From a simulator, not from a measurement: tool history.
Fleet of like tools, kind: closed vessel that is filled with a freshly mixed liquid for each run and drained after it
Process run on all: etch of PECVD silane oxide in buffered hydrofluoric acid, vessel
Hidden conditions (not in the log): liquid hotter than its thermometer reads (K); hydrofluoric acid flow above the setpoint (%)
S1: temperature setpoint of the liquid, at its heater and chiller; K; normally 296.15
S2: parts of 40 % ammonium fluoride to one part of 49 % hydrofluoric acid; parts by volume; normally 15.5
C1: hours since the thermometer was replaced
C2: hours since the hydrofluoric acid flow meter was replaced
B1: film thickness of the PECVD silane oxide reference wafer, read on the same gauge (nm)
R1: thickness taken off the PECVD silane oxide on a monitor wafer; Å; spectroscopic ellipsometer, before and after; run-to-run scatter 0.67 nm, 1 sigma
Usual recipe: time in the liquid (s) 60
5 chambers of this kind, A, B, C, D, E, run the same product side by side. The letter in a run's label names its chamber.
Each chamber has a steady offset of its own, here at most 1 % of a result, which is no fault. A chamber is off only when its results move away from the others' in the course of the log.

run 1D hour=5 | S1=296.15 S2=15.5 time_in_the_liquid_(s)=60 | C1=282.2 C2=445.4 | B1=60.004 | R1=696.78
run 2E hour=11.1 | S1=296.15 S2=15.5 time_in_the_liquid_(s)=60 | C1=1790.1 C2=119.9 | B1=59.996 | R1=693.86
run 3A hour=15.9 | S1=296.15 S2=15.5 time_in_the_liquid_(s)=60 | C1=288.8 C2=887.4 | B1=60.018 | R1=682.63
run 4C hour=19 | S1=296.15 S2=15.5 time_in_the_liquid_(s)=60 | C1=1180.9 C2=458.3 | B1=60.012 | R1=705.74
run 5B hour=24.9 | S1=299.15 S2=15.5 time_in_the_liquid_(s)=75 | C1=1443.4 C2=595.4 | B1=60.009 | R1=1034.8
run 6C hour=28.4 | S1=299.15 S2=15.5 time_in_the_liquid_(s)=75 | C1=1190.3 C2=467.7 | B1=59.988 | R1=1038.2
run 7D hour=31.6 | S1=299.15 S2=15.5 time_in_the_liquid_(s)=75 | C1=308.8 C2=472 | B1=59.985 | R1=1021
run 8E hour=36.9 | S1=299.15 S2=15.5 time_in_the_liquid_(s)=75 | C1=1815.9 C2=145.7 | B1=60.012 | R1=1012
run 9B hour=41.8 | S1=299.15 S2=15.5 time_in_the_liquid_(s)=75 | C1=1460.3 C2=612.3 | B1=60.029 | R1=1034.4
run 10A hour=45.9 | S1=296.15 S2=15.5 time_in_the_liquid_(s)=60 | C1=318.8 C2=917.4 | B1=59.995 | R1=687.27
run 11E hour=51.5 | S1=296.15 S2=15.5 time_in_the_liquid_(s)=60 | C1=1830.5 C2=160.3 | B1=59.998 | R1=682.67
run 12B hour=54.9 | S1=296.15 S2=15.5 time_in_the_liquid_(s)=60 | C1=1473.4 C2=625.4 | B1=59.987 | R1=711.06
run 13C hour=60.6 | S1=296.15 S2=15.5 time_in_the_liquid_(s)=60 | C1=1222.5 C2=499.9 | B1=59.988 | R1=703.82
run 14D hour=64.7 | S1=296.15 S2=15.5 time_in_the_liquid_(s)=60 | C1=341.9 C2=505.1 | B1=59.973 | R1=692.61
run 15A hour=68 | S1=296.15 S2=15.5 time_in_the_liquid_(s)=60 | C1=340.9 C2=939.5 | B1=60.015 | R1=706.06
run 16B hour=74.4 | S1=296.15 S2=11 time_in_the_liquid_(s)=60 | C1=1492.9 C2=644.9 | B1=59.99 | R1=982.26
run 17A hour=80.7 | S1=296.15 S2=11 time_in_the_liquid_(s)=60 | C1=353.6 C2=952.2 | B1=59.985 | R1=999.51
run 18C hour=84 | S1=296.15 S2=11 time_in_the_liquid_(s)=60 | C1=1245.9 C2=523.3 | B1=60.002 | R1=998.19
run 19D hour=88 | S1=296.15 S2=11 time_in_the_liquid_(s)=60 | C1=365.2 C2=528.4 | B1=60.007 | R1=983.46
run 20E hour=93.9 | S1=296.15 S2=11 time_in_the_liquid_(s)=60 | C1=1872.9 C2=202.7 | B1=60.012 | R1=971.66
run 21C hour=100.3 | S1=296.15 S2=15.5 time_in_the_liquid_(s)=60 | C1=1262.2 C2=539.6 | B1=59.977 | R1=700.65
run 22D hour=106 | S1=296.15 S2=15.5 time_in_the_liquid_(s)=60 | C1=383.2 C2=546.4 | B1=60.001 | R1=702.05
run 23B hour=109.8 | S1=296.15 S2=15.5 time_in_the_liquid_(s)=60 | C1=1528.3 C2=680.3 | B1=59.997 | R1=698.76
run 24E hour=113.8 | S1=296.15 S2=15.5 time_in_the_liquid_(s)=60 | C1=1892.8 C2=222.6 | B1=60 | R1=695.19
run 25A hour=119.2 | S1=296.15 S2=15.5 time_in_the_liquid_(s)=60 | C1=392.1 C2=990.7 | B1=60.005 | R1=737.35
run 26A hour=124.1 | S1=296.15 S2=15.5 time_in_the_liquid_(s)=60 | C1=397 C2=995.6 | B1=60.002 | R1=732.75
run 27B hour=129.7 | S1=296.15 S2=15.5 time_in_the_liquid_(s)=60 | C1=1548.2 C2=700.2 | B1=60.003 | R1=700.32
run 28D hour=135.1 | S1=296.15 S2=15.5 time_in_the_liquid_(s)=60 | C1=412.3 C2=575.5 | B1=59.999 | R1=705.85
run 29E hour=139.7 | S1=296.15 S2=15.5 time_in_the_liquid_(s)=60 | C1=1918.7 C2=248.5 | B1=60.008 | R1=697.37
run 30C hour=144.3 | S1=296.15 S2=15.5 time_in_the_liquid_(s)=60 | C1=1306.2 C2=583.6 | B1=59.984 | R1=703.13
run 31E hour=149.7 | S1=296.15 S2=15.5 time_in_the_liquid_(s)=60 | C1=1928.7 C2=258.5 | B1=60.003 | R1=691.61
run 32A hour=152.5 | S1=296.15 S2=15.5 time_in_the_liquid_(s)=60 | C1=425.4 C2=1024 | B1=60.006 | R1=735.68
run 33C hour=157.1 | S1=296.15 S2=15.5 time_in_the_liquid_(s)=60 | C1=1319 C2=596.4 | B1=60.005 | R1=691.43
run 34D hour=159.9 | S1=296.15 S2=15.5 time_in_the_liquid_(s)=60 | C1=437.1 C2=600.3 | B1=59.998 | R1=694.85
run 35B hour=163.5 | S1=296.15 S2=15.5 time_in_the_liquid_(s)=60 | C1=1582 C2=734 | B1=59.988 | R1=705.07
run 36C hour=168 | S1=296.15 S2=15.5 time_in_the_liquid_(s)=60 | C1=1329.9 C2=607.3 | B1=59.999 | R1=704.64
run 37A hour=172.7 | S1=296.15 S2=15.5 time_in_the_liquid_(s)=60 | C1=445.6 C2=1044.2 | B1=60.01 | R1=752.3
run 38E hour=177.6 | S1=294.65 S2=15.5 time_in_the_liquid_(s)=70 | C1=1956.6 C2=286.4 | B1=59.984 | R1=752.74
run 39D hour=183.7 | S1=294.65 S2=15.5 time_in_the_liquid_(s)=70 | C1=460.9 C2=624.1 | B1=60.001 | R1=742.08
run 40B hour=187.9 | S1=294.65 S2=15.5 time_in_the_liquid_(s)=70 | C1=1606.4 C2=758.4 | B1=59.997 | R1=755.69

Is one chamber out of step, is the gauge drifting, or do the chambers differ by no more than their own small offsets? For an off chamber, give its letter and the likeliest cause.

One chamber, A, drifts off from the rest bit by bit.
What lies behind it: hydrofluoric acid flow above the setpoint (%) = 11.2.
From this log alone, it may not be told apart from: liquid hotter than its thermometer reads (K).

Here are 4 candidates for chamber A's next run, each the usual settings with a change, their results left as question marks. Which one brings its results back in line with what the others give on the usual settings?
In-line tolerance around the mean of the other chambers on the usual settings: R1 24 Å
run 41A-1 hour=192.6 | S1=296.15 S2=14 time_in_the_liquid_(s)=60 | R1=?
run 41A-2 hour=192.6 | S1=296.15 S2=15.5 time_in_the_liquid_(s)=55 | R1=?
run 41A-3 hour=192.6 | S1=296.15 S2=16 time_in_the_liquid_(s)=60 | R1=?
run 41A-4 hour=192.6 | S1=296.15 S2=15 time_in_the_liquid_(s)=60 | R1=?

Usual-settings mean across the other chambers: R1 699.41 Å
run=41A-1 R1=848.82
run=41A-2 R1=703.1
run=41A-3 R1=743.15
run=41A-4 R1=792.52
41A-2 puts the chamber back in line with the other chambers.

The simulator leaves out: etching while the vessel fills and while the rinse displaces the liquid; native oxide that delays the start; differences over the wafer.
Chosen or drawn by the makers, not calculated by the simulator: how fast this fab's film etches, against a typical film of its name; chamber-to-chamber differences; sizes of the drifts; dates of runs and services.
